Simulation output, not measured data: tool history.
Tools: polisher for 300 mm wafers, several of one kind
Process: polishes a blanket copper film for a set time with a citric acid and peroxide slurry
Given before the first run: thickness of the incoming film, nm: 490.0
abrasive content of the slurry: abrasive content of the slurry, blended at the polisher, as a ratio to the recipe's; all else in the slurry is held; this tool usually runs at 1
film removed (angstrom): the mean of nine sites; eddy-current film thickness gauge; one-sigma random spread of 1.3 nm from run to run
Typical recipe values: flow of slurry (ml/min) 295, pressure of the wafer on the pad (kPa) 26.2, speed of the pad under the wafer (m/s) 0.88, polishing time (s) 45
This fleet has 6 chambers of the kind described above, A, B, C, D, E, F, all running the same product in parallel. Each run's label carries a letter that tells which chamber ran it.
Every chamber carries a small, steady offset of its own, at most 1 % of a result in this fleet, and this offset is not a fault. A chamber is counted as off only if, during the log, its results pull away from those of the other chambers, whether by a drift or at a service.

run,hour,flow of slurry (ml/min),pressure of the wafer on the pad (kPa),speed of the pad under the wafer (m/s),abrasive content of the slurry,polishing time (s),wafers polished on this pad,hours since the slurry nozzle was cleaned,hours since the head pressure was calibrated,hours since the slurry blender was calibrated,film removed (angstrom)
# hour 10.8: chamber B: worn pad replaced by a new one
1F,11.9,295,26.2,0.88,1,45,748,512.9,261.3,130.3,960.23
# hour 15.6: chamber E: worn pad replaced by a new one
2E,18.8,295,26.2,0.88,1,45,21,323.4,100.6,201.3,968.09
# hour 24.4: chamber D: worn pad replaced by a new one
3C,25.7,295,26.2,0.88,1,45,408,44.7,479.2,88.7,958.74
4D,39.5,295,26.2,0.88,1,45,100,215.4,837.7,200.2,979.91
# hour 41: chamber A: worn pad replaced by a new one
# hour 41.7: chamber A: slurry blender recalibrated
# hour 44.3: chamber F: slurry nozzle cleaned
5A,46.2,295,26.2,0.88,1,45,34,54.9,272.4,4.6,949.71
6B,59.9,295,26.2,0.88,1,45,325,106.2,483.6,77.5,953.5
7A,75,295,26.2,0.88,1,45,225,83.7,301.2,33.4,976.93
# hour 77.5: chamber F: worn pad replaced by a new one
8F,88.2,295,31.7,0.88,1,45,71,43.9,337.6,206.6,1145.4
# hour 92.5: chamber E: slurry nozzle cleaned
9E,96.8,295,31.7,0.88,1,45,537,4.4,178.6,279.3,1170.3
# hour 98.8: chamber D: worn pad replaced by a new one
# hour 99.5: chamber D: slurry blender recalibrated
# hour 106.1: chamber E: slurry blender recalibrated
10C,107.9,295,31.7,0.88,1,45,952,126.9,561.4,170.9,1146.3
11D,119,295,31.7,0.88,1,45,134,294.9,917.2,19.6,1189.4
# hour 125.9: chamber C: worn pad replaced by a new one
12B,128.4,295,31.7,0.88,1,45,778,174.7,552.1,146,1165.8
13E,141.1,295,31.7,0.88,1,45,830,48.7,222.9,35.1,1152
14D,153.3,295,26.2,0.88,1,45,361,329.2,951.5,53.9,973.24
15B,161.6,295,26.2,0.88,1,45,997,207.9,585.3,179.2,966.02
16A,171.6,295,26.2,0.88,1,45,864,180.3,397.8,130,960.69
17F,179.8,295,26.2,0.88,1,45,677,135.5,429.2,298.2,953.34
# hour 182.1: chamber A: head pressure recalibrated
# hour 182.3: chamber A: worn pad replaced by a new one
# hour 186.9: chamber D: worn pad replaced by a new one
18C,189.3,295,26.2,0.88,1,45,419,208.3,642.8,252.3,930.9
# hour 198.3: chamber B: worn pad replaced by a new one
19E,200.4,295,26.2,0.88,1,45,1222,108,282.2,94.4,958.42
20F,213.8,295,26.2,0.88,1,45,902,169.5,463.2,332.2,943.13
# hour 215.8: chamber E: worn pad replaced by a new one
21D,228.5,295,26.2,0.88,1,45,275,404.4,1026.7,129.1,955.18
# hour 236.6: chamber F: worn pad replaced by a new one
22A,239.4,295,26.2,0.88,1,45,377,248.1,57.4,197.8,967.49
23C,248,295,26.2,1.12,1,52,807,267,701.5,311,1372.3
# hour 259.2: chamber F: slurry blender recalibrated
24B,261.6,295,26.2,1.12,1,52,418,307.9,685.3,279.2,1420.2
25D,268.3,295,26.2,1.12,1,52,538,444.2,1066.5,168.9,1409
# hour 273.6: chamber D: worn pad replaced by a new one
# hour 278.3: chamber C: worn pad replaced by a new one
26B,280.9,295,26.2,1.12,1,52,546,327.2,704.6,298.5,1418.8
# hour 290.7: chamber C: slurry blender recalibrated
27C,291,295,26.2,1.12,1,52,84,310,744.5,0.4,1314.1
28E,304.1,295,26.2,1.12,1,52,584,211.7,385.9,198.1,1400
# hour 317.3: chamber A: slurry blender recalibrated
29F,317.6,295,26.2,0.88,1,45,536,273.3,567,58.5,961.77
30A,332.4,295,26.2,0.88,1,45,993,341.1,150.4,15.1,947.17
# hour 333.2: chamber B: head pressure recalibrated
# hour 334: chamber A: worn pad replaced by a new one
31F,341.1,350,26.2,0.88,1,33,691,296.8,590.5,82,732.93
# hour 354.9: chamber D: worn pad replaced by a new one
32B,355.1,350,26.2,0.88,1,33,1037,401.4,21.9,372.7,717.31
# hour 360.2: chamber D: slurry blender recalibrated
33A,369.2,350,26.2,0.88,1,33,233,377.9,187.2,51.9,730.03
34C,380.5,350,26.2,0.88,1,33,676,399.5,834,89.9,653.77
35D,394.6,350,26.2,0.88,1,33,263,570.5,1192.8,34.4,729.79
# hour 396.5: chamber E: slurry blender recalibrated
# hour 404.2: chamber E: worn pad replaced by a new one
36E,409.1,350,26.2,0.88,1,33,32,316.7,490.9,12.6,716.42
37C,422,295,26.2,0.78,1,52,950,441,875.5,131.4,891.5

Next, all 6 chambers run the settings below, one line each with question marks for the results. What does each chamber give?
38A,433,295,26.2,0.88,1,45,,,,,?
38B,433,295,26.2,0.88,1,45,,,,,?
38C,433,295,26.2,0.88,1,45,,,,,?
38D,433,295,26.2,0.88,1,45,,,,,?
38E,433,295,26.2,0.88,1,45,,,,,?
38F,433,295,26.2,0.88,1,45,,,,,?

run,film removed (angstrom)
38A,956.52
38B,954.8
38C,858.21
38D,964.4
38E,956.34
38F,953.52
